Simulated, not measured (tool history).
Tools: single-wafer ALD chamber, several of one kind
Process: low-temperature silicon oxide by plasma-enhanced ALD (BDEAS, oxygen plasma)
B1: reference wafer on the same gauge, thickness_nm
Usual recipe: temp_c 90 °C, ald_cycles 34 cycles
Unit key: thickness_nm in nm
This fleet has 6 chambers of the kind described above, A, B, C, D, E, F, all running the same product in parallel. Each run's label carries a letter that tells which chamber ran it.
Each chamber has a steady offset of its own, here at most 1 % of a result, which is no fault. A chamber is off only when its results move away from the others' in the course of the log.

{"run": "1D", "hour": 6.8, "temp_c": 90, "ald_cycles": 34, "B1": 5.86, "thickness_nm": 5.015}
{"run": "2E", "hour": 16.7, "temp_c": 90, "ald_cycles": 34, "B1": 5.8602, "thickness_nm": 5.0325}
{"hour": 22.2, "done": "chamber D: thermocouple changed; heater temperature recalibrated"}
{"run": "3C", "hour": 26.4, "temp_c": 90, "ald_cycles": 34, "B1": 5.8571, "thickness_nm": 5.1089}
{"run": "4B", "hour": 35.0, "temp_c": 90, "ald_cycles": 34, "B1": 5.8567, "thickness_nm": 5.0341}
{"run": "5A", "hour": 48.3, "temp_c": 90, "ald_cycles": 34, "B1": 5.856, "thickness_nm": 5.0138}
{"run": "6F", "hour": 61.8, "temp_c": 90, "ald_cycles": 34, "B1": 5.8539, "thickness_nm": 4.9787}
{"run": "7B", "hour": 73.8, "temp_c": 90, "ald_cycles": 34, "B1": 5.8605, "thickness_nm": 5.0432}
{"run": "8A", "hour": 84.6, "temp_c": 90, "ald_cycles": 34, "B1": 5.8555, "thickness_nm": 5.0759}
{"run": "9D", "hour": 97.9, "temp_c": 90, "ald_cycles": 34, "B1": 5.861, "thickness_nm": 5.0279}
{"run": "10F", "hour": 111.5, "temp_c": 90, "ald_cycles": 41, "B1": 5.8665, "thickness_nm": 5.9852}
{"run": "11E", "hour": 124.2, "temp_c": 90, "ald_cycles": 41, "B1": 5.858, "thickness_nm": 6.1147}
{"run": "12C", "hour": 133.8, "temp_c": 90, "ald_cycles": 41, "B1": 5.8602, "thickness_nm": 6.1105}
{"run": "13F", "hour": 144.9, "temp_c": 90, "ald_cycles": 41, "B1": 5.8567, "thickness_nm": 5.9934}
{"run": "14A", "hour": 153.1, "temp_c": 90, "ald_cycles": 41, "B1": 5.8577, "thickness_nm": 6.1153}
{"run": "15E", "hour": 167.2, "temp_c": 90, "ald_cycles": 41, "B1": 5.8582, "thickness_nm": 6.079}
{"run": "16B", "hour": 175.2, "temp_c": 90, "ald_cycles": 34, "B1": 5.8631, "thickness_nm": 4.999}
{"run": "17D", "hour": 181.7, "temp_c": 90, "ald_cycles": 34, "B1": 5.8685, "thickness_nm": 5.0542}
{"run": "18C", "hour": 193.5, "temp_c": 90, "ald_cycles": 34, "B1": 5.8633, "thickness_nm": 5.0437}
{"run": "19F", "hour": 206.1, "temp_c": 90, "ald_cycles": 34, "B1": 5.8693, "thickness_nm": 4.9882}
{"run": "20C", "hour": 220.1, "temp_c": 90, "ald_cycles": 34, "B1": 5.8676, "thickness_nm": 5.042}
{"run": "21B", "hour": 233.0, "temp_c": 90, "ald_cycles": 34, "B1": 5.8626, "thickness_nm": 5.0225}
{"run": "22E", "hour": 246.2, "temp_c": 76, "ald_cycles": 37, "B1": 5.8642, "thickness_nm": 5.8001}
{"run": "23D", "hour": 257.0, "temp_c": 76, "ald_cycles": 37, "B1": 5.8594, "thickness_nm": 5.7603}
{"run": "24A", "hour": 268.6, "temp_c": 76, "ald_cycles": 37, "B1": 5.865, "thickness_nm": 5.7161}
{"run": "25F", "hour": 274.8, "temp_c": 76, "ald_cycles": 37, "B1": 5.8616, "thickness_nm": 5.6461}
{"run": "26C", "hour": 281.8, "temp_c": 76, "ald_cycles": 37, "B1": 5.863, "thickness_nm": 5.772}
{"run": "27B", "hour": 295.7, "temp_c": 76, "ald_cycles": 37, "B1": 5.8544, "thickness_nm": 5.7708}
{"run": "28A", "hour": 302.0, "temp_c": 90, "ald_cycles": 34, "B1": 5.8609, "thickness_nm": 4.9881}
{"run": "29D", "hour": 309.5, "temp_c": 90, "ald_cycles": 34, "B1": 5.864, "thickness_nm": 5.0016}
{"run": "30E", "hour": 321.5, "temp_c": 90, "ald_cycles": 34, "B1": 5.8624, "thickness_nm": 5.0691}
{"run": "31D", "hour": 334.2, "temp_c": 90, "ald_cycles": 34, "B1": 5.863, "thickness_nm": 5.0523}
{"run": "32F", "hour": 343.4, "temp_c": 90, "ald_cycles": 34, "B1": 5.8582, "thickness_nm": 4.9848}
{"run": "33A", "hour": 351.8, "temp_c": 90, "ald_cycles": 34, "B1": 5.8502, "thickness_nm": 5.0115}
{"run": "34E", "hour": 362.3, "temp_c": 90, "ald_cycles": 34, "B1": 5.8592, "thickness_nm": 5.0272}
{"run": "35C", "hour": 369.4, "temp_c": 90, "ald_cycles": 28, "B1": 5.86, "thickness_nm": 4.2104}
{"run": "36B", "hour": 380.7, "temp_c": 90, "ald_cycles": 28, "B1": 5.8659, "thickness_nm": 4.1675}
{"run": "37C", "hour": 393.4, "temp_c": 90, "ald_cycles": 28, "B1": 5.867, "thickness_nm": 4.1906}
{"run": "38F", "hour": 405.8, "temp_c": 90, "ald_cycles": 28, "B1": 5.8562, "thickness_nm": 4.1402}
{"run": "39A", "hour": 412.3, "temp_c": 90, "ald_cycles": 28, "B1": 5.8515, "thickness_nm": 4.1266}

Predict what each chamber gives when all 6 of them run the settings below next.
{"run": "40A", "hour": 422.5, "temp_c": 90, "ald_cycles": 34, "thickness_nm": "?"}
{"run": "40B", "hour": 422.5, "temp_c": 90, "ald_cycles": 34, "thickness_nm": "?"}
{"run": "40C", "hour": 422.5, "temp_c": 90, "ald_cycles": 34, "thickness_nm": "?"}
{"run": "40D", "hour": 422.5, "temp_c": 90, "ald_cycles": 34, "thickness_nm": "?"}
{"run": "40E", "hour": 422.5, "temp_c": 90, "ald_cycles": 34, "thickness_nm": "?"}
{"run": "40F", "hour": 422.5, "temp_c": 90, "ald_cycles": 34, "thickness_nm": "?"}

run=40A thickness_nm=5.0182
run=40B thickness_nm=5.0221
run=40C thickness_nm=5.0697
run=40D thickness_nm=4.9608
run=40E thickness_nm=5.0621
run=40F thickness_nm=5.0179
